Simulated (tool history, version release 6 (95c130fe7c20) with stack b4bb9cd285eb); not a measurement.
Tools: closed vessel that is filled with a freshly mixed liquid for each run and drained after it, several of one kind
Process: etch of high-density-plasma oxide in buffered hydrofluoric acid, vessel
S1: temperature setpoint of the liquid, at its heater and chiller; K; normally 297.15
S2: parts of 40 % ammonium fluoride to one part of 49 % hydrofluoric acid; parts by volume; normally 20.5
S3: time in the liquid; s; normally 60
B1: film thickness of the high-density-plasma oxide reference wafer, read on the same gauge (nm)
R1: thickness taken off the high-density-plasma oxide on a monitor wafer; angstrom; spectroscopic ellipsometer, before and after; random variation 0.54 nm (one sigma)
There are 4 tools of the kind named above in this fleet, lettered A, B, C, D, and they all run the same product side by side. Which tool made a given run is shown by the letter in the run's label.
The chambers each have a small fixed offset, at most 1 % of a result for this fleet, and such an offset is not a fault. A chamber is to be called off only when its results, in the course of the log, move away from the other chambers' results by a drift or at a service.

run   hour      S1    S2  S3      B1       R1
 1B    2.6  297.15  20.5  60  149.95   586.10
 2D    7.5  297.15  20.5  60  150.04   571.64
 3C   12.6  297.15  20.5  60  149.98   571.28
 4A   16.7  297.15  20.5  60  150.00   562.88
 5B   22.1  297.15  20.5  60  150.04   581.05
 6A   27.6  297.15  20.5  60  149.99   565.65
 7D   33.1  297.15  20.5  60  150.01   589.27
 8C   37.5  297.15  20.5  60  150.00   567.29
 9A   41.8  297.15  20.5  60  150.02   571.26
10B   46.4  297.15  20.5  60  149.98   578.00
11C   49.5  301.65  17.5  60  149.98   829.74
12D   54.2  301.65  17.5  60  150.01   866.83
13D   58.9  301.65  17.5  60  150.02   867.43
14C   64.2  301.65  17.5  60  150.04   842.86
15A   67.4  297.15  20.5  60  150.05   562.95
16B   71.7  297.15  20.5  90  149.99   866.07
17A   75.5  297.15  20.5  90  149.94   845.80
      80.0  -- chamber B: hydrofluoric acid flow meter replaced
18D   80.1  297.15  20.5  90  150.02   869.30
19C   83.9  297.15  20.5  90  149.95   838.50
20B   87.4  297.15  20.5  60  150.02   574.36
21A   92.9  300.15  20.5  45  149.99   497.44
22B   96.3  300.15  20.5  45  149.99   517.54
23D   98.8  300.15  20.5  45  150.01   508.45
24C  103.1  300.15  20.5  45  149.97   484.98
25C  108.5  297.15  20.5  60  150.02   548.70
26A  112.3  297.15  20.5  60  149.99   560.42
27D  117.5  297.15  20.5  60  150.04   577.63
28B  121.8  297.15  20.5  60  150.01   586.17
29D  126.6  297.15  20.5  60  149.95   574.43
30B  129.2  297.15  20.5  60  150.00   573.08
31C  132.3  297.15  20.5  60  150.02   542.01
32A  136.6  297.15  20.5  60  150.01   567.44
33A  141.5  297.15  20.5  60  149.97   573.01
34B  146.6  297.15  20.5  60  150.00   578.76
35C  150.4  297.15  26.5  75  150.02   573.38
36D  153.5  297.15  26.5  75  150.01   597.39
37B  156.9  297.15  26.5  75  150.00   595.64
38C  159.3  297.15  26.5  75  149.98   559.40
39D  162.3  297.15  20.5  60  149.98   569.68
40A  164.9  297.15  20.5  60  150.05   553.58
41A  167.7  297.15  13.5  90  150.01  1268.00
42C  170.6  297.15  13.5  90  150.01  1202.60
43B  173.3  297.15  13.5  90  150.01  1308.80

Does one chamber stand apart from the rest, does the shared gauge drift, or is all well apart from small per-chamber offsets? Give the chamber and the most likely cause, where there is one.

It is chamber C that slowly wanders off from its peers.
Likeliest cause: liquid colder than its thermometer reads (K) = 1.22.
From this log alone, it may not be told apart from: hydrofluoric acid flow below the setpoint (%).

Below are 4 candidate recipes for chamber C's next run, each the usual settings with a change, their results shown as question marks. Which of them brings C's results back in line with what the other chambers give on the usual settings?
Allowed miss from the other chambers' usual-settings mean, per result, to count as in line: R1 19.00 angstrom
44C-1  177.4  297.15  24.5  60       ?
44C-2  177.4  297.65  20.0  65       ?
44C-3  177.4  297.15  22.5  60       ?
44C-4  177.4  297.65  19.5  60       ?

The other chambers' mean on the usual settings: R1 571.97 angstrom
  run      R1
44C-1  475.18
44C-2  607.34
44C-3  503.51
44C-4  574.53
44C-4 puts the chamber back in line with the other chambers.

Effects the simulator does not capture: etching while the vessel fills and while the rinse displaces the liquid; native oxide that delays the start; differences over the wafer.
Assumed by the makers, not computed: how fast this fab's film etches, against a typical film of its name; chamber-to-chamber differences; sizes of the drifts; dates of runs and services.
